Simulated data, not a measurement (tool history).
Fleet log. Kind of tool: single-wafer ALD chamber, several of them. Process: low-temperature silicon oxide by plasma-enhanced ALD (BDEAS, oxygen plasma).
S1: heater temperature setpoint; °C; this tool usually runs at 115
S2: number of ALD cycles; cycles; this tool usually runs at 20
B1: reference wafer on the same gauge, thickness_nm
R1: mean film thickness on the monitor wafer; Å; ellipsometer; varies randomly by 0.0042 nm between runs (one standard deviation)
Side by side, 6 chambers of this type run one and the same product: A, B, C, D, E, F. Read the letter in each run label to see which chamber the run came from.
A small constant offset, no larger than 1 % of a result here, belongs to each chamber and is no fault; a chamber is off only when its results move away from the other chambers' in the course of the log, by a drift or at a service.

run 1C hour=6.3 | S1=115 S2=20 | B1=2.8002 | R1=27.714
run 2E hour=10.9 | S1=115 S2=20 | B1=2.7999 | R1=27.788
run 3D hour=17.1 | S1=115 S2=20 | B1=2.7978 | R1=28.090
run 4A hour=20.6 | S1=115 S2=20 | B1=2.7984 | R1=27.826
run 5F hour=25.2 | S1=115 S2=20 | B1=2.7978 | R1=27.760
run 6B hour=30.3 | S1=115 S2=20 | B1=2.7977 | R1=27.767
run 7E hour=36.0 | S1=115 S2=20 | B1=2.7970 | R1=27.829
run 8F hour=39.6 | S1=115 S2=20 | B1=2.7972 | R1=27.711
run 9C hour=45.3 | S1=115 S2=20 | B1=2.7970 | R1=27.674
run 10B hour=51.2 | S1=115 S2=20 | B1=2.7964 | R1=27.801
run 11A hour=54.9 | S1=115 S2=20 | B1=2.7939 | R1=27.835
run 12D hour=61.3 | S1=115 S2=20 | B1=2.7949 | R1=27.984
run 13C hour=65.9 | S1=115 S2=20 | B1=2.7953 | R1=27.633
run 14A hour=72.4 | S1=115 S2=20 | B1=2.7938 | R1=27.857
run 15F hour=76.6 | S1=107 S2=20 | B1=2.7928 | R1=28.195
run 16B hour=79.7 | S1=107 S2=20 | B1=2.7941 | R1=28.144
run 17D hour=83.8 | S1=107 S2=20 | B1=2.7941 | R1=28.385
run 18E hour=87.5 | S1=107 S2=20 | B1=2.7925 | R1=28.174
run 19C hour=92.2 | S1=107 S2=20 | B1=2.7926 | R1=28.087
run 20B hour=96.9 | S1=107 S2=20 | B1=2.7927 | R1=28.244
run 21A hour=101.5 | S1=115 S2=20 | B1=2.7916 | R1=27.737
run 22D hour=106.7 | S1=115 S2=20 | B1=2.7909 | R1=27.903
run 23F hour=113.5 | S1=115 S2=20 | B1=2.7902 | R1=27.691
run 24E hour=117.7 | S1=123 S2=20 | B1=2.7901 | R1=27.270
run 25B hour=124.3 | S1=123 S2=20 | B1=2.7905 | R1=27.350
run 26E hour=127.3 | S1=123 S2=20 | B1=2.7898 | R1=27.321
run 27F hour=131.9 | S1=123 S2=20 | B1=2.7896 | R1=27.243
run 28C hour=136.9 | S1=123 S2=20 | B1=2.7882 | R1=27.189
run 29D hour=140.6 | S1=123 S2=20 | B1=2.7882 | R1=27.495
-- hour=145.1 chamber A: thermocouple changed; heater temperature recalibrated
run 30A hour=147.2 | S1=115 S2=20 | B1=2.7898 | R1=27.854
run 31C hour=153.5 | S1=115 S2=20 | B1=2.7875 | R1=27.669
run 32A hour=156.8 | S1=115 S2=20 | B1=2.7876 | R1=27.811
run 33E hour=161.5 | S1=105 S2=20 | B1=2.7870 | R1=28.232
run 34D hour=165.4 | S1=105 S2=20 | B1=2.7869 | R1=28.437
run 35F hour=170.3 | S1=105 S2=20 | B1=2.7870 | R1=28.215
run 36B hour=175.8 | S1=105 S2=20 | B1=2.7867 | R1=28.209
run 37A hour=180.9 | S1=105 S2=20 | B1=2.7854 | R1=28.333
run 38F hour=186.8 | S1=105 S2=20 | B1=2.7847 | R1=28.142
run 39D hour=192.0 | S1=115 S2=22 | B1=2.7851 | R1=30.721
run 40B hour=196.5 | S1=115 S2=22 | B1=2.7849 | R1=30.364
run 41C hour=200.7 | S1=115 S2=22 | B1=2.7840 | R1=30.291
run 42E hour=205.3 | S1=115 S2=22 | B1=2.7835 | R1=30.467
run 43E hour=211.1 | S1=115 S2=22 | B1=2.7829 | R1=30.542

For the next run the whole fleet of 6 chambers uses the same settings. Give each chamber's results:
run 44A hour=216.0 | S1=115 S2=16 | R1=?
run 44B hour=216.0 | S1=115 S2=16 | R1=?
run 44C hour=216.0 | S1=115 S2=16 | R1=?
run 44D hour=216.0 | S1=115 S2=16 | R1=?
run 44E hour=216.0 | S1=115 S2=16 | R1=?
run 44F hour=216.0 | S1=115 S2=16 | R1=?

run=44A R1=22.201
run=44B R1=22.119
run=44C R1=22.082
run=44D R1=22.292
run=44E R1=22.032
run=44F R1=22.109
